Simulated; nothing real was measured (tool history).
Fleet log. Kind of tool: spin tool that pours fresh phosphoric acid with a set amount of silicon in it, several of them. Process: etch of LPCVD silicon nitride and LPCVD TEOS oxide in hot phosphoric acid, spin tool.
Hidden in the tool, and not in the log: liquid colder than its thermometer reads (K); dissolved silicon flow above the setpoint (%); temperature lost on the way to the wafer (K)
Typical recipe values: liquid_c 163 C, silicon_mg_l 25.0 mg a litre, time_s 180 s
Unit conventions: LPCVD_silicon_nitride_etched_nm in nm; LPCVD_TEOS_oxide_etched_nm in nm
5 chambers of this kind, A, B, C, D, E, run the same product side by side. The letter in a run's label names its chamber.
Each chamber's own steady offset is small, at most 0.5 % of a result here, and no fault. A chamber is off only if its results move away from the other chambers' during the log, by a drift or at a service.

run	day	liquid_c	silicon_mg_l	time_s	hours since the thermometer was replaced	hours since the dissolved silicon flow meter was replaced	hours since the heated supply line was repaired	read-back film thickness of the LPCVD silicon nitride reference wafer, read on the same gauge (nm)	read-back film thickness of the LPCVD TEOS oxide reference wafer, read on the same gauge (nm)	LPCVD_silicon_nitride_etched_nm	LPCVD_TEOS_oxide_etched_nm
1B	0.221	163	25.0	180	2500.6	1186.2	1782.9	79.972	59.999	17.5530	0.57557
2A	0.475	163	25.0	180	319.8	728.4	1669.4	80.012	60.007	17.6510	0.61871
3E	0.675	163	25.0	180	558.2	1107.1	632.1	79.987	60.019	17.6260	0.58943
4C	0.812	163	25.0	180	637.1	1478.9	30.0	79.990	59.993	17.6610	0.59748
5D	0.954	163	12.5	180	1061.9	1423.9	123.0	80.011	60.021	17.5770	0.91593
6E	1.088	163	12.5	180	568.1	1117.0	642.0	80.010	60.001	17.5210	0.79266
7C	1.246	163	12.5	180	647.5	1489.3	40.4	79.987	60.003	17.6580	0.84287
8D	1.383	163	12.5	180	1072.2	1434.2	133.3	79.997	60.013	17.6300	0.92576
9A	1.642	163	12.5	180	347.8	756.4	1697.4	80.004	60.011	17.6710	0.92532
10B	1.917	163	25.0	180	2541.3	1226.9	1823.6	80.015	59.997	17.3780	0.63558
11D	2.046	163	25.0	180	1088.1	1450.1	149.2	80.011	60.006	17.7230	0.56792
12E	2.221	163	25.0	180	595.3	1144.2	669.2	79.958	59.968	17.5880	0.58460
13C	2.504	162	25.0	180	677.7	1519.5	70.6	80.001	60.025	16.9420	0.51609
14A	2.712	162	25.0	180	373.5	782.1	1723.1	80.003	59.992	17.1260	0.55357
15B	2.892	162	25.0	180	2564.7	1250.3	1847.0	79.978	60.023	16.9160	0.55518
16A	3.162	162	25.0	180	384.3	792.9	1733.9	80.010	59.999	16.9870	0.57531
17C	3.425	162	25.0	180	699.8	1541.6	92.7	80.038	59.987	16.9390	0.53819
18E	3.600	163	25.0	180	628.4	1177.3	702.3	79.982	60.031	17.7630	0.55618
19B	3.758	163	25.0	180	2585.5	1271.1	1867.8	79.981	59.993	17.5490	0.59753
20D	3.971	163	25.0	180	1134.3	1496.3	195.4	80.008	60.016	17.5520	0.61153
# day 4.204: chamber A: dissolved silicon flow meter replaced
21C	4.225	163	25.0	180	719.0	1560.8	111.9	79.983	59.988	17.4340	0.64786
22A	4.358	163	25.0	180	413.0	3.7	1762.6	80.021	59.990	17.6250	0.62760
23E	4.550	163	25.0	180	651.2	1200.1	725.1	80.028	59.992	17.5280	0.64565
24B	4.762	163	25.0	180	2609.6	1295.2	1891.9	80.023	59.968	17.5450	0.68981
25D	5.012	163	25.0	180	1159.3	1521.3	220.4	80.021	59.976	17.6110	0.59705
26C	5.225	163	25.0	180	743.0	1584.8	135.9	79.994	60.004	17.4480	0.58991
27A	5.433	163	25.0	180	438.8	29.5	1788.4	80.007	59.987	17.4840	0.66543
28D	5.683	163	25.0	180	1175.4	1537.4	236.5	80.007	60.006	17.4680	0.66901
29E	5.842	163	25.0	180	682.2	1231.1	756.1	80.005	60.014	17.5420	0.61003
30B	6.004	163	25.0	180	2639.4	1325.0	1921.7	79.983	59.990	17.5890	0.60333
31E	6.233	163	25.0	180	691.6	1240.5	765.5	80.017	60.006	17.6130	0.59066
32B	6.433	163	25.0	180	2649.7	1335.3	1932.0	80.004	59.990	17.4910	0.59608
33C	6.729	163	25.0	180	779.1	1620.9	172.0	79.972	60.003	17.5160	0.61200
34A	7.004	163	25.0	180	476.5	67.2	1826.1	79.992	60.014	17.4710	0.57269
35D	7.262	163	25.0	100	1213.3	1575.3	274.4	80.002	60.018	9.7191	0.33972
36E	7.450	163	25.0	100	720.8	1269.7	794.7	80.000	59.976	9.7389	0.35110

The same settings go to every chamber for the next run, one line per chamber below. Forecast the results for each:
37A	7.662	163	36.0	180						?	?
37B	7.662	163	36.0	180						?	?
37C	7.662	163	36.0	180						?	?
37D	7.662	163	36.0	180						?	?
37E	7.662	163	36.0	180						?	?

run	LPCVD_silicon_nitride_etched_nm	LPCVD_TEOS_oxide_etched_nm
37A	17.6530	0.36529
37B	17.5290	0.41723
37C	17.6160	0.36429
37D	17.4690	0.40299
37E	17.5760	0.35977
